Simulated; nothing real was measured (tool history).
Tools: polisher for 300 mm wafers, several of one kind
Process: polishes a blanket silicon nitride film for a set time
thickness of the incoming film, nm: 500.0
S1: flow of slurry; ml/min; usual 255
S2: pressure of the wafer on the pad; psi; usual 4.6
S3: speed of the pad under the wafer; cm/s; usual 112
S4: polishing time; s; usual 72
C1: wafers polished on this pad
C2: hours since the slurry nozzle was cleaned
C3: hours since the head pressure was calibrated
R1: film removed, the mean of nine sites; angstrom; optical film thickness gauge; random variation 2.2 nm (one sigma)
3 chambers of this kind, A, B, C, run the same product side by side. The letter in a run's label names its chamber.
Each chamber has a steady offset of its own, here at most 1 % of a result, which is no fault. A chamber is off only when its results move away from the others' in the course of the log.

run,day,S1,S2,S3,S4,C1,C2,C3,R1
# day 0.475: chamber B: worn pad replaced by a new one
1B,0.517,255,4.6,112,72,12,191.5,355.1,2137.4
2A,0.975,255,4.6,112,72,598,629.9,854.6,2175.8
# day 1.175: chamber A: worn pad replaced by a new one
3C,1.35,255,4.6,112,72,734,298,490.1,2137.3
4A,1.75,255,4.6,112,72,158,648.5,873.2,2152
5B,2.362,255,4.6,112,72,520,235.8,399.4,2117.3
6C,2.904,255,4.6,112,72,1161,335.3,527.4,2117.3
# day 3: chamber C: worn pad replaced by a new one
7C,3.229,255,4.6,112,72,63,343.1,535.2,2129.8
# day 3.3: chamber B: worn pad replaced by a new one
8A,3.696,255,4.6,112,72,693,695.2,919.9,2166.1
# day 3.808: chamber A: worn pad replaced by a new one
9B,4.312,255,4.6,112,72,278,282.6,446.2,2112.5
10A,4.871,255,4.6,112,72,293,723.4,948.1,2173.4
# day 5.292: chamber A: head pressure recalibrated
11C,5.512,255,4.6,112,72,691,397.9,590,2083.6
12B,6.146,255,4.6,112,72,783,326.6,490.2,2060.9
# day 6.242: chamber B: worn pad replaced by a new one
13B,6.646,255,4.6,112,72,112,338.6,502.2,2110
# day 6.7: chamber A: worn pad replaced by a new one
14C,7.171,255,4.6,112,72,1147,437.7,629.8,2093.8
15A,7.838,255,4,112,72,313,794.6,61.1,1860.5
# day 7.946: chamber C: worn pad replaced by a new one
16B,8.412,255,4,112,72,598,381,544.6,1853.7
17A,8.871,255,4,112,72,598,819.4,85.9,1884
# day 8.938: chamber A: worn pad replaced by a new one
18C,9.292,255,4.6,140,72,371,488.6,680.7,2490.4
# day 9.767: chamber B: worn pad replaced by a new one
19B,9.804,255,4.6,140,72,11,414.4,578,2578.6
20A,10.388,255,4.6,140,72,399,855.8,122.3,2608.9
21C,11.029,255,4.6,112,72,849,530.3,722.4,2034.2
# day 11.188: chamber A: worn pad replaced by a new one
22C,11.404,195,5.4,112,72,952,539.3,731.4,2266
23A,11.75,195,5.4,112,72,154,888.5,155,2449.9

What goes on in this fleet: one chamber off, a drifting gauge, or nothing beyond the chambers' own small offsets? Name the chamber and the cause, if any.

Chamber C drifts away from the others.
Cause: head's pressure below its setpoint, % = 5.43.
The log may not tell that from: slurry flow missing at the pad, %.

Here are 4 candidates for chamber C's next run, each the usual settings with a change, their results left as question marks. Which one brings its results back in line with what the others give on the usual settings?
In line means no further than this from the other chambers' mean on the usual settings: R1 77 angstrom
24C-1,12.238,255,4.6,104,67,,,,?
24C-2,12.238,255,4.7,112,74,,,,?
24C-3,12.238,255,4.3,112,72,,,,?
24C-4,12.238,255,5.2,112,72,,,,?

The other chambers' mean on the usual settings: R1 2142 angstrom
run,R1
24C-1,1761
24C-2,2110.9
24C-3,1878
24C-4,2273.5
24C-2 brings the chamber back in line.

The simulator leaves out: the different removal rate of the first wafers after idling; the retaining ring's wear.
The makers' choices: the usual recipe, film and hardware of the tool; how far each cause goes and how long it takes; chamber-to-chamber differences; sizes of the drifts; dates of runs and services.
